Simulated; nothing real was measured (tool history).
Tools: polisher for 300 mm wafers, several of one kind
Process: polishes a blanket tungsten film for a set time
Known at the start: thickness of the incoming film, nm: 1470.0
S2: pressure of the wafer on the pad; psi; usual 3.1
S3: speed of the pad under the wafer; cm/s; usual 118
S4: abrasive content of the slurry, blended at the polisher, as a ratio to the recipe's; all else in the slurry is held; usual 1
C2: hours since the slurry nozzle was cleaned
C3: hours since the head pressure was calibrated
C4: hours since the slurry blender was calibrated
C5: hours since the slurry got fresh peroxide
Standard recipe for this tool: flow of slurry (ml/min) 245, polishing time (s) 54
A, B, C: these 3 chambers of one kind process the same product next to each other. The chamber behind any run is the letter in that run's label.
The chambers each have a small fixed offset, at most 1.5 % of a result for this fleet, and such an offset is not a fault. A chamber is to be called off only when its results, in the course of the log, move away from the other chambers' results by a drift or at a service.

run 1C hour=4.7 | flow_of_slurry_(ml/min)=245 S2=3.1 S3=118 S4=1 polishing_time_(s)=54 | wafers_polished_on_this_pad=501 C2=618.9 C3=412.6 C4=120.4 C5=89.3 | film_removed_(nm)=215.5
run 2B hour=9.5 | flow_of_slurry_(ml/min)=245 S2=3.1 S3=118 S4=1 polishing_time_(s)=54 | wafers_polished_on_this_pad=614 C2=146.1 C3=530.2 C4=68.9 C5=160.9 | film_removed_(nm)=220.35
-- hour=12.7 chamber B: slurry tank refilled with fresh slurry and peroxide
run 3A hour=15.3 | flow_of_slurry_(ml/min)=245 S2=3.1 S3=118 S4=1 polishing_time_(s)=54 | wafers_polished_on_this_pad=662 C2=460.6 C3=582.1 C4=26.1 C5=60.3 | film_removed_(nm)=216.88
run 4B hour=19.3 | flow_of_slurry_(ml/min)=245 S2=3.1 S3=118 S4=1 polishing_time_(s)=54 | wafers_polished_on_this_pad=744 C2=155.9 C3=540 C4=78.7 C5=6.6 | film_removed_(nm)=215.38
run 5C hour=27 | flow_of_slurry_(ml/min)=245 S2=3.1 S3=118 S4=1 polishing_time_(s)=54 | wafers_polished_on_this_pad=795 C2=641.2 C3=434.9 C4=142.7 C5=111.6 | film_removed_(nm)=218.39
run 6A hour=31.4 | flow_of_slurry_(ml/min)=245 S2=3.1 S3=118 S4=1 polishing_time_(s)=54 | wafers_polished_on_this_pad=874 C2=476.7 C3=598.2 C4=42.2 C5=76.4 | film_removed_(nm)=217
-- hour=35 chamber B: worn pad replaced by a new one
run 7B hour=39.7 | flow_of_slurry_(ml/min)=245 S2=3.1 S3=118 S4=1 polishing_time_(s)=54 | wafers_polished_on_this_pad=63 C2=176.3 C3=560.4 C4=99.1 C5=27 | film_removed_(nm)=218.61
-- hour=40.6 chamber C: worn pad replaced by a new one
run 8C hour=47.3 | flow_of_slurry_(ml/min)=245 S2=3.1 S3=118 S4=1 polishing_time_(s)=54 | wafers_polished_on_this_pad=89 C2=661.5 C3=455.2 C4=163 C5=131.9 | film_removed_(nm)=210.76
run 9A hour=55.8 | flow_of_slurry_(ml/min)=245 S2=3.1 S3=118 S4=1 polishing_time_(s)=54 | wafers_polished_on_this_pad=1195 C2=501.1 C3=622.6 C4=66.6 C5=100.8 | film_removed_(nm)=214.19
-- hour=59 chamber A: worn pad replaced by a new one
run 10C hour=60.6 | flow_of_slurry_(ml/min)=245 S2=3.1 S3=118 S4=1 polishing_time_(s)=54 | wafers_polished_on_this_pad=264 C2=674.8 C3=468.5 C4=176.3 C5=145.2 | film_removed_(nm)=218.43
-- hour=65.4 chamber A: head pressure recalibrated
run 11B hour=66.1 | flow_of_slurry_(ml/min)=205 S2=3.1 S3=118 S4=1.2 polishing_time_(s)=54 | wafers_polished_on_this_pad=410 C2=202.7 C3=586.8 C4=125.5 C5=53.4 | film_removed_(nm)=221.49
-- hour=68.7 chamber A: slurry nozzle cleaned
run 12A hour=73.9 | flow_of_slurry_(ml/min)=205 S2=3.1 S3=118 S4=1.2 polishing_time_(s)=54 | wafers_polished_on_this_pad=197 C2=5.2 C3=8.6 C4=84.7 C5=118.9 | film_removed_(nm)=220.38
run 13A hour=80.6 | flow_of_slurry_(ml/min)=205 S2=3.1 S3=118 S4=1.2 polishing_time_(s)=54 | wafers_polished_on_this_pad=285 C2=11.9 C3=15.3 C4=91.4 C5=125.6 | film_removed_(nm)=223.01
run 14B hour=85.1 | flow_of_slurry_(ml/min)=245 S2=3.1 S3=118 S4=1 polishing_time_(s)=54 | wafers_polished_on_this_pad=661 C2=221.7 C3=605.8 C4=144.5 C5=72.4 | film_removed_(nm)=216.13
run 15C hour=92.2 | flow_of_slurry_(ml/min)=245 S2=3.1 S3=118 S4=1 polishing_time_(s)=54 | wafers_polished_on_this_pad=680 C2=706.4 C3=500.1 C4=207.9 C5=176.8 | film_removed_(nm)=214.83
-- hour=96.7 chamber C: slurry tank refilled with fresh slurry and peroxide
run 16A hour=98.2 | flow_of_slurry_(ml/min)=245 S2=3.1 S3=118 S4=1 polishing_time_(s)=54 | wafers_polished_on_this_pad=517 C2=29.5 C3=32.9 C4=109 C5=143.2 | film_removed_(nm)=217.07
-- hour=99.6 chamber C: slurry blender recalibrated
-- hour=104.3 chamber A: slurry tank refilled with fresh slurry and peroxide
run 17B hour=105.7 | flow_of_slurry_(ml/min)=245 S2=3.1 S3=118 S4=1 polishing_time_(s)=54 | wafers_polished_on_this_pad=932 C2=242.3 C3=626.4 C4=165.1 C5=93 | film_removed_(nm)=217.36
run 18C hour=112.3 | flow_of_slurry_(ml/min)=245 S2=3.1 S3=118 S4=1 polishing_time_(s)=54 | wafers_polished_on_this_pad=945 C2=726.5 C3=520.2 C4=12.8 C5=15.7 | film_removed_(nm)=217.6
-- hour=113.5 chamber B: slurry blender recalibrated
-- hour=116.9 chamber C: worn pad replaced by a new one
-- hour=117.8 chamber B: worn pad replaced by a new one
run 19A hour=120.5 | flow_of_slurry_(ml/min)=245 S2=3.1 S3=118 S4=1 polishing_time_(s)=54 | wafers_polished_on_this_pad=811 C2=51.8 C3=55.2 C4=131.3 C5=16.3 | film_removed_(nm)=214.17
run 20B hour=125.9 | flow_of_slurry_(ml/min)=245 S2=3.1 S3=118 S4=1 polishing_time_(s)=54 | wafers_polished_on_this_pad=107 C2=262.5 C3=646.6 C4=12.4 C5=113.2 | film_removed_(nm)=222.54
run 21C hour=134.1 | flow_of_slurry_(ml/min)=245 S2=3.1 S3=118 S4=1 polishing_time_(s)=54 | wafers_polished_on_this_pad=227 C2=748.3 C3=542 C4=34.6 C5=37.5 | film_removed_(nm)=214.13
-- hour=140.3 chamber A: slurry blender recalibrated
run 22A hour=141 | flow_of_slurry_(ml/min)=245 S2=3.1 S3=118 S4=1 polishing_time_(s)=54 | wafers_polished_on_this_pad=1081 C2=72.3 C3=75.7 C4=0.8 C5=36.8 | film_removed_(nm)=218.73
run 23B hour=145.2 | flow_of_slurry_(ml/min)=245 S2=3.1 S3=82 S4=1.15 polishing_time_(s)=54 | wafers_polished_on_this_pad=361 C2=281.8 C3=665.9 C4=31.7 C5=132.5 | film_removed_(nm)=154.44
run 24C hour=150.9 | flow_of_slurry_(ml/min)=245 S2=3.1 S3=82 S4=1.15 polishing_time_(s)=54 | wafers_polished_on_this_pad=448 C2=765.1 C3=558.8 C4=51.4 C5=54.3 | film_removed_(nm)=153.5
-- hour=159.4 chamber A: worn pad replaced by a new one
run 25A hour=159.9 | flow_of_slurry_(ml/min)=245 S2=3.1 S3=82 S4=1.15 polishing_time_(s)=54 | wafers_polished_on_this_pad=6 C2=91.2 C3=94.6 C4=19.7 C5=55.7 | film_removed_(nm)=151.69
run 26C hour=169.1 | flow_of_slurry_(ml/min)=245 S2=3.1 S3=118 S4=1 polishing_time_(s)=54 | wafers_polished_on_this_pad=688 C2=783.3 C3=577 C4=69.6 C5=72.5 | film_removed_(nm)=208.42
run 27B hour=174.8 | flow_of_slurry_(ml/min)=245 S2=3.1 S3=118 S4=1 polishing_time_(s)=54 | wafers_polished_on_this_pad=751 C2=311.4 C3=695.5 C4=61.3 C5=162.1 | film_removed_(nm)=217.46
-- hour=177.5 chamber B: slurry tank refilled with fresh slurry and peroxide
run 28A hour=180.9 | flow_of_slurry_(ml/min)=245 S2=3.1 S3=118 S4=1 polishing_time_(s)=54 | wafers_polished_on_this_pad=283 C2=112.2 C3=115.6 C4=40.7 C5=76.7 | film_removed_(nm)=216.72
-- hour=186.4 chamber C: worn pad replaced by a new one
run 29C hour=186.9 | flow_of_slurry_(ml/min)=245 S2=3.1 S3=98 S4=1.2 polishing_time_(s)=54 | wafers_polished_on_this_pad=6 C2=801.1 C3=594.8 C4=87.4 C5=90.3 | film_removed_(nm)=181.73
run 30B hour=192 | flow_of_slurry_(ml/min)=245 S2=3.1 S3=98 S4=1.2 polishing_time_(s)=54 | wafers_polished_on_this_pad=978 C2=328.6 C3=712.7 C4=78.5 C5=14.5 | film_removed_(nm)=188.85
run 31A hour=197.2 | flow_of_slurry_(ml/min)=245 S2=3.1 S3=98 S4=1.2 polishing_time_(s)=54 | wafers_polished_on_this_pad=498 C2=128.5 C3=131.9 C4=57 C5=93 | film_removed_(nm)=182.92
-- hour=201.8 chamber B: worn pad replaced by a new one
run 32B hour=204.9 | flow_of_slurry_(ml/min)=320 S2=3.1 S3=136 S4=1 polishing_time_(s)=54 | wafers_polished_on_this_pad=41 C2=341.5 C3=725.6 C4=91.4 C5=27.4 | film_removed_(nm)=254.26
run 33C hour=211.7 | flow_of_slurry_(ml/min)=320 S2=3.1 S3=136 S4=1 polishing_time_(s)=54 | wafers_polished_on_this_pad=333 C2=825.9 C3=619.6 C4=112.2 C5=115.1 | film_removed_(nm)=251.85
run 34A hour=218.7 | flow_of_slurry_(ml/min)=320 S2=3.1 S3=136 S4=1 polishing_time_(s)=54 | wafers_polished_on_this_pad=781 C2=150 C3=153.4 C4=78.5 C5=114.5 | film_removed_(nm)=257.83
run 35B hour=227.3 | flow_of_slurry_(ml/min)=245 S2=3.1 S3=118 S4=1 polishing_time_(s)=54 | wafers_polished_on_this_pad=336 C2=363.9 C3=748 C4=113.8 C5=49.8 | film_removed_(nm)=216.69
-- hour=232.6 chamber A: slurry tank refilled with fresh slurry and peroxide
run 36C hour=236.3 | flow_of_slurry_(ml/min)=245 S2=3.1 S3=118 S4=1 polishing_time_(s)=54 | wafers_polished_on_this_pad=657 C2=850.5 C3=644.2 C4=136.8 C5=139.7 | film_removed_(nm)=209.15
-- hour=239.8 chamber C: slurry tank refilled with fresh slurry and peroxide
run 37C hour=240.6 | flow_of_slurry_(ml/min)=245 S2=3.1 S3=118 S4=1 polishing_time_(s)=54 | wafers_polished_on_this_pad=714 C2=854.8 C3=648.5 C4=141.1 C5=0.8 | film_removed_(nm)=207.48
run 38B hour=245.4 | flow_of_slurry_(ml/min)=245 S2=3.1 S3=118 S4=1 polishing_time_(s)=54 | wafers_polished_on_this_pad=574 C2=382 C3=766.1 C4=131.9 C5=67.9 | film_removed_(nm)=215.09
-- hour=248.5 chamber C: worn pad replaced by a new one
run 39A hour=251.9 | flow_of_slurry_(ml/min)=245 S2=3.1 S3=118 S4=1 polishing_time_(s)=54 | wafers_polished_on_this_pad=1218 C2=183.2 C3=186.6 C4=111.7 C5=19.4 | film_removed_(nm)=216.1
run 40A hour=259.2 | flow_of_slurry_(ml/min)=245 S2=3.1 S3=118 S4=1 polishing_time_(s)=54 | wafers_polished_on_this_pad=1314 C2=190.5 C3=193.9 C4=119 C5=26.7 | film_removed_(nm)=216.61
-- hour=259.3 chamber A: worn pad replaced by a new one
run 41C hour=263.5 | flow_of_slurry_(ml/min)=245 S2=3.1 S3=118 S4=1 polishing_time_(s)=54 | wafers_polished_on_this_pad=198 C2=877.7 C3=671.4 C4=164 C5=23.7 | film_removed_(nm)=207.78
run 42B hour=267.7 | flow_of_slurry_(ml/min)=245 S2=3.1 S3=118 S4=1 polishing_time_(s)=54 | wafers_polished_on_this_pad=868 C2=404.3 C3=788.4 C4=154.2 C5=90.2 | film_removed_(nm)=218.32
run 43A hour=273.6 | flow_of_slurry_(ml/min)=245 S2=3.1 S3=118 S4=1 polishing_time_(s)=54 | wafers_polished_on_this_pad=189 C2=204.9 C3=208.3 C4=133.4 C5=41.1 | film_removed_(nm)=217.63

Next, all 3 chambers run the settings below, one line each with question marks for the results. What does each chamber give?
run 44A hour=280.2 | flow_of_slurry_(ml/min)=245 S2=3.1 S3=118 S4=1.2 polishing_time_(s)=54 | film_removed_(nm)=?
run 44B hour=280.2 | flow_of_slurry_(ml/min)=245 S2=3.1 S3=118 S4=1.2 polishing_time_(s)=54 | film_removed_(nm)=?
run 44C hour=280.2 | flow_of_slurry_(ml/min)=245 S2=3.1 S3=118 S4=1.2 polishing_time_(s)=54 | film_removed_(nm)=?

run=44A film_removed_(nm)=227.55
run=44B film_removed_(nm)=227.73
run=44C film_removed_(nm)=215.36
